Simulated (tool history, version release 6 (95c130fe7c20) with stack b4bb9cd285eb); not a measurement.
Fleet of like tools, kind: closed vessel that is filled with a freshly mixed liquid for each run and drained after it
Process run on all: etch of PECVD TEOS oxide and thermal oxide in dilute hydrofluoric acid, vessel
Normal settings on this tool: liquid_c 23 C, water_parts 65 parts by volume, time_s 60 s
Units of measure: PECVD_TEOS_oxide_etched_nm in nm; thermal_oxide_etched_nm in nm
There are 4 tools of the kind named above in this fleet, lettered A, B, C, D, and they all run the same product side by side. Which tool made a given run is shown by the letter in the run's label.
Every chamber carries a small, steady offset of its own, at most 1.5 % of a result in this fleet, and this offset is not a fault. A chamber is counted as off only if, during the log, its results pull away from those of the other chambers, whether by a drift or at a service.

| run | hour | liquid_c | water_parts | time_s | hours since the thermometer was replaced | hours since the hydrofluoric acid flow meter was replaced | read-back film thickness of the PECVD TEOS oxide reference wafer, read on the same gauge (nm) | read-back film thickness of the thermal oxide reference wafer, read on the same gauge (nm) | PECVD_TEOS_oxide_etched_nm | thermal_oxide_etched_nm |
|---|---|---|---|---|---|---|---|---|---|---|
| 1C | 10.2 | 23 | 65 | 60 | 1723.3 | 812.7 | 140 | 40.013 | 18.917 | 4.3348 |
| 2D | 23.3 | 23 | 65 | 60 | 877.5 | 677 | 139.99 | 40.001 | 18.78 | 4.4044 |
| 3B | 34.4 | 23 | 65 | 60 | 369.2 | 985.7 | 140.02 | 39.975 | 18.839 | 4.3563 |
| 4A | 45.6 | 23 | 65 | 60 | 410.1 | 461 | 140.01 | 40.004 | 19.104 | 4.3264 |
| 5A | 56.4 | 23 | 65 | 60 | 420.9 | 471.8 | 139.98 | 40.031 | 19.224 | 4.3488 |
| 6D | 70.7 | 23 | 65 | 60 | 924.9 | 724.4 | 140 | 40.033 | 18.885 | 4.3942 |
| 7C | 80.8 | 23 | 65 | 60 | 1793.9 | 883.3 | 140 | 39.975 | 18.914 | 4.3874 |
| 8B | 93.2 | 23 | 65 | 60 | 428 | 1044.5 | 139.99 | 40.039 | 18.951 | 4.3838 |
| 9D | 102.8 | 23 | 65 | 60 | 957 | 756.5 | 139.98 | 40.012 | 18.826 | 4.3419 |
| 10A | 112.1 | 23 | 75 | 60 | 476.6 | 527.5 | 140.01 | 39.957 | 16.494 | 3.7194 |
| 11C | 119.6 | 23 | 75 | 60 | 1832.7 | 922.1 | 140 | 40.027 | 16.375 | 3.7329 |
| 12B | 131.8 | 23 | 75 | 60 | 466.6 | 1083.1 | 140.01 | 40.006 | 16.172 | 3.7801 |
| 13C | 141.2 | 23 | 75 | 60 | 1854.3 | 943.7 | 140 | 39.992 | 16.243 | 3.7309 |
| 14B | 149.6 | 26 | 65 | 35 | 484.4 | 1100.9 | 140 | 39.957 | 12.417 | 2.8602 |
| 15D | 159.4 | 26 | 65 | 35 | 1013.6 | 813.1 | 139.99 | 40.017 | 12.352 | 2.8892 |
| 16A | 167 | 26 | 65 | 35 | 531.5 | 582.4 | 139.99 | 40.029 | 12.559 | 2.8548 |
| 17C | 177.5 | 26 | 65 | 35 | 1890.6 | 980 | 140.01 | 39.982 | 12.482 | 2.8606 |
| 18B | 185.5 | 23 | 65 | 60 | 520.3 | 1136.8 | 140 | 40.033 | 18.931 | 4.4146 |
| 19A | 199 | 23 | 65 | 60 | 563.5 | 614.4 | 140.02 | 39.995 | 19.284 | 4.3383 |
|  | 204.9 | chamber D: hydrofluoric acid flow meter replaced |
| 20D | 210.7 | 23 | 65 | 60 | 1064.9 | 5.9 | 139.99 | 40.002 | 18.89 | 4.3987 |
| 21D | 224.3 | 23 | 65 | 60 | 1078.5 | 19.5 | 140 | 39.983 | 18.909 | 4.4126 |
| 22C | 235.8 | 23 | 65 | 60 | 1948.9 | 1038.3 | 139.98 | 40.03 | 18.975 | 4.3752 |
|  | 247.7 | chamber B: thermometer replaced |
| 23B | 248.5 | 23 | 65 | 30 | 0.9 | 1199.8 | 139.99 | 40.016 | 9.5114 | 2.19 |
| 24A | 262.1 | 23 | 65 | 30 | 626.6 | 677.5 | 140 | 40.013 | 9.6404 | 2.1787 |
| 25A | 272.6 | 23 | 65 | 30 | 637.1 | 688 | 139.99 | 40.013 | 9.6071 | 2.1605 |
| 26C | 283.9 | 23 | 65 | 30 | 1997 | 1086.4 | 140 | 39.992 | 9.5337 | 2.1849 |
| 27D | 296.1 | 23 | 65 | 60 | 1150.3 | 91.3 | 139.99 | 40.015 | 18.769 | 4.3677 |
| 28B | 304.6 | 23 | 65 | 60 | 57 | 1255.9 | 140 | 39.987 | 19.043 | 4.3985 |
| 29A | 315.4 | 23 | 65 | 60 | 679.9 | 730.8 | 139.99 | 40.025 | 19.109 | 4.3178 |

Is one chamber off against the others, does the gauge drift, or is nothing wrong? If a chamber is off, say which, and what the likeliest cause is.

The fleet is healthy, with each chamber sitting at its usual small offset and no drift in the gauge.
